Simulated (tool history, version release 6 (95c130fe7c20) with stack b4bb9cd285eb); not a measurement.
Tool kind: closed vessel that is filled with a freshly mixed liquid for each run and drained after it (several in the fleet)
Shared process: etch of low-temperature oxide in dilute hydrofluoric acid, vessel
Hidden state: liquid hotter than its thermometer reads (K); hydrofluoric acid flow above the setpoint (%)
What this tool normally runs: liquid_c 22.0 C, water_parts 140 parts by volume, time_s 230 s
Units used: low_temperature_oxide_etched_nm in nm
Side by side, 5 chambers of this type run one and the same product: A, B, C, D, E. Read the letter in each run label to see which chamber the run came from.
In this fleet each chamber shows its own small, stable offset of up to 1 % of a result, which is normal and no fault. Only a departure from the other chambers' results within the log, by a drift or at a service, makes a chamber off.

run   hour  liquid_c  water_parts  time_s  hours since the thermometer was replaced  hours since the hydrofluoric acid flow meter was replaced  read-back film thickness of the low-temperature oxide reference wafer, read on the same gauge (nm)  low_temperature_oxide_etched_nm
 1C   10.4      22.0          140     230                                     214.1                                                     1507.4                                                                                              150.01                           19.744
 2A   15.4      22.0          140     230                                    1761.0                                                      682.2                                                                                              150.03                           20.057
 3B   20.4      22.0          140     230                                    2287.2                                                      880.6                                                                                              149.98                           20.123
 4D   27.1      22.0          140     230                                      44.7                                                      534.9                                                                                              149.99                           20.025
 5E   34.2      22.0          140     230                                     579.5                                                      282.8                                                                                              149.95                           20.148
 6D   39.0      17.5          140     185                                      56.6                                                      546.8                                                                                              149.97                           13.387
 7A   47.9      17.5          140     185                                    1793.5                                                      714.7                                                                                              149.96                           13.585
 8B   56.7      17.5          140     185                                    2323.5                                                      916.9                                                                                              149.94                           13.553
 9E   64.6      17.5          140     185                                     609.9                                                      313.2                                                                                              149.98                           13.459
10C   71.5      17.5          140     185                                     275.2                                                     1568.5                                                                                              149.97                           13.245
      75.2  -- chamber D: hydrofluoric acid flow meter replaced
11B   78.4      22.0           75     230                                    2345.2                                                      938.6                                                                                              150.00                           40.199
12C   83.0      22.0           75     230                                     286.7                                                     1580.0                                                                                              149.99                           39.394
13A   88.0      22.0           75     230                                    1833.6                                                      754.8                                                                                              149.98                           40.873
14D   95.1      22.0           75     230                                     112.7                                                       19.9                                                                                              149.95                           39.594
15E  103.6      22.0           75     230                                     648.9                                                      352.2                                                                                              149.95                           40.369
16C  110.9      23.5          140     135                                     314.6                                                     1607.9                                                                                              150.03                           12.304
17E  118.6      23.5          140     135                                     663.9                                                      367.2                                                                                              150.03                           12.705
     125.1  -- chamber B: hydrofluoric acid flow meter replaced
18D  126.5      23.5          140     135                                     144.1                                                       51.3                                                                                              150.02                           12.436
19A  134.8      23.5          140     135                                    1880.4                                                      801.6                                                                                              150.04                           12.541
20B  140.1      23.5          140     135                                    2406.9                                                       15.1                                                                                              149.96                           12.565
21C  147.2      22.0          115     120                                     350.9                                                     1644.2                                                                                              150.05                           12.877
22E  153.5      22.0          115     120                                     698.8                                                      402.1                                                                                              149.95                           13.364
23B  162.3      22.0          115     120                                    2429.1                                                       37.3                                                                                              150.00                           13.137
24D  171.3      22.0          115     120                                     188.9                                                       96.1                                                                                              149.97                           12.926
25A  178.6      22.0          115     120                                    1924.2                                                      845.4                                                                                              150.04                           13.169
26B  184.6      22.0          140     230                                    2451.4                                                       59.6                                                                                              149.98                           20.136
27A  190.3      22.0          140     230                                    1935.9                                                      857.1                                                                                              150.03                           20.265
28D  196.9      22.0          140     230                                     214.5                                                      121.7                                                                                              150.01                           20.001
29C  201.7      22.0          140     230                                     405.4                                                     1698.7                                                                                              150.00                           19.764
30E  207.6      22.0          140     230                                     752.9                                                      456.2                                                                                              150.00                           20.909

One chamber off, gauge drift, or nothing amiss beyond the chambers' own small offsets? If it is a chamber, which one, and what is the likeliest cause?

One chamber, E, drifts off from the rest bit by bit.
Likeliest cause: liquid hotter than its thermometer reads (K) = 1.08.
With only this log, it may be confused with: hydrofluoric acid flow above the setpoint (%).

Which of the 4 candidates below, each the usual settings with something changed and its results left as question marks, puts chamber E back in line with what the other chambers give on the usual settings?
Counts as in line when no further than this from what the other chambers average on the usual settings: low_temperature_oxide_etched_nm 0.230 nm
31E-1  215.0      22.0          140     220                                                                                                                                                                                                                                         ?
31E-2  215.0      22.0          140     250                                                                                                                                                                                                                                         ?
31E-3  215.0      20.0          140     230                                                                                                                                                                                                                                         ?
31E-4  215.0      22.0          140     240                                                                                                                                                                                                                                         ?

Mean of the other chambers on the usual settings: low_temperature_oxide_etched_nm 20.027 nm
  run  low_temperature_oxide_etched_nm
31E-1                           19.975
31E-2                           22.698
31E-3                           19.322
31E-4                           21.790
The answer is 31E-1, which returns the chamber to within the allowed miss of the others.
